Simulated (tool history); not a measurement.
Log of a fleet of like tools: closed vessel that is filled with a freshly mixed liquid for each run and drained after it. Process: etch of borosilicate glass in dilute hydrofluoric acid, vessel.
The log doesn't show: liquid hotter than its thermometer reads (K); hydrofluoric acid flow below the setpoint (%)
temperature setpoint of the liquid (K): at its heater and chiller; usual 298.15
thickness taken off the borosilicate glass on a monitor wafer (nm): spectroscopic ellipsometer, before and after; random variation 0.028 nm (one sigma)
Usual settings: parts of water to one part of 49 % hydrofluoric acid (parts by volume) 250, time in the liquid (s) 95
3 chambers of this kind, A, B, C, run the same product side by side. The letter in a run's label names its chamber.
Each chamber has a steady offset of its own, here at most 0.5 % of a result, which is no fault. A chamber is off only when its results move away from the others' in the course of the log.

run,hour,temperature setpoint of the liquid (K),parts of water to one part of 49 % hydrofluoric acid (parts by volume),time in the liquid (s),hours since the thermometer was replaced,hours since the hydrofluoric acid flow meter was replaced,"read-back film thickness of the borosilicate glass reference wafer, read on the same gauge (nm)",thickness taken off the borosilicate glass on a monitor wafer (nm)
1C,9.9,298.15,250,95,456.9,455.1,80.005,8.0336
2B,16.2,298.15,250,95,650.9,1056.7,80.007,7.9853
3A,22.9,298.15,250,95,1168.6,209.8,80.013,7.9577
4C,31.4,298.15,250,95,478.4,476.6,80.008,8.0615
5A,36.9,298.15,250,95,1182.6,223.8,80.002,7.9826
6B,42.5,298.15,185,120,677.2,1083.0,79.982,14.6740
7A,47.9,298.15,185,120,1193.6,234.8,79.987,14.5470
# hour 51.0: chamber C: hydrofluoric acid flow meter replaced
8C,55.9,298.15,185,120,502.9,4.9,80.002,14.8770
9B,66.6,298.15,250,95,701.3,1107.1,80.001,8.0099
10A,74.5,298.15,250,95,1220.2,261.4,79.990,8.0074
11C,85.0,298.15,250,50,532.0,34.0,79.995,4.2313
12B,95.6,298.15,250,50,730.3,1136.1,80.005,4.1987
# hour 96.9: chamber C: thermometer replaced
13C,100.3,298.15,250,50,3.5,49.3,80.003,4.2409
14B,107.8,298.15,250,95,742.5,1148.3,80.005,7.9570
15A,114.9,298.15,250,95,1260.6,301.8,80.008,8.0721
16A,121.5,298.15,250,95,1267.2,308.4,79.995,8.0693
17B,132.2,298.15,250,95,766.9,1172.7,80.006,7.9596
18C,139.3,298.15,250,95,42.5,88.3,80.008,8.0458
19B,146.6,298.15,250,95,781.3,1187.1,80.000,7.9952
20A,156.1,298.15,250,95,1301.8,343.0,79.983,8.1447
21C,163.1,298.15,250,95,66.3,112.1,79.997,8.0226
22B,171.4,298.15,250,95,806.1,1211.9,79.998,7.9557
23A,181.7,298.15,250,95,1327.4,368.6,79.993,8.1007
24C,187.1,298.15,250,95,90.3,136.1,80.017,8.0635
25A,195.0,298.15,250,95,1340.7,381.9,80.001,8.1553
26C,199.8,298.15,250,95,103.0,148.8,80.008,8.0265
27B,209.5,298.15,250,95,844.2,1250.0,80.004,7.9931
28C,215.6,298.15,250,95,118.8,164.6,80.008,8.0589
29B,222.4,298.15,250,95,857.1,1262.9,80.003,7.9250
30A,232.0,298.15,250,95,1377.7,418.9,80.002,8.1394
31A,237.6,298.15,250,95,1383.3,424.5,80.002,8.2030
32B,246.5,298.15,250,95,881.2,1287.0,80.002,7.9650
33C,253.7,298.15,250,95,156.9,202.7,80.021,8.0879
34C,260.3,298.15,250,95,163.5,209.3,80.013,8.0412
35B,269.9,298.15,250,95,904.6,1310.4,79.996,7.9551
36A,275.8,298.15,250,95,1421.5,462.7,80.021,8.2412
37C,285.6,298.15,250,95,188.8,234.6,80.010,8.0672

Next, every chamber runs the same settings. What will each give?
38A,293.4,298.15,300,95,,,,?
38B,293.4,298.15,300,95,,,,?
38C,293.4,298.15,300,95,,,,?

run,thickness taken off the borosilicate glass on a monitor wafer (nm)
38A,6.5257
38B,6.3111
38C,6.3450
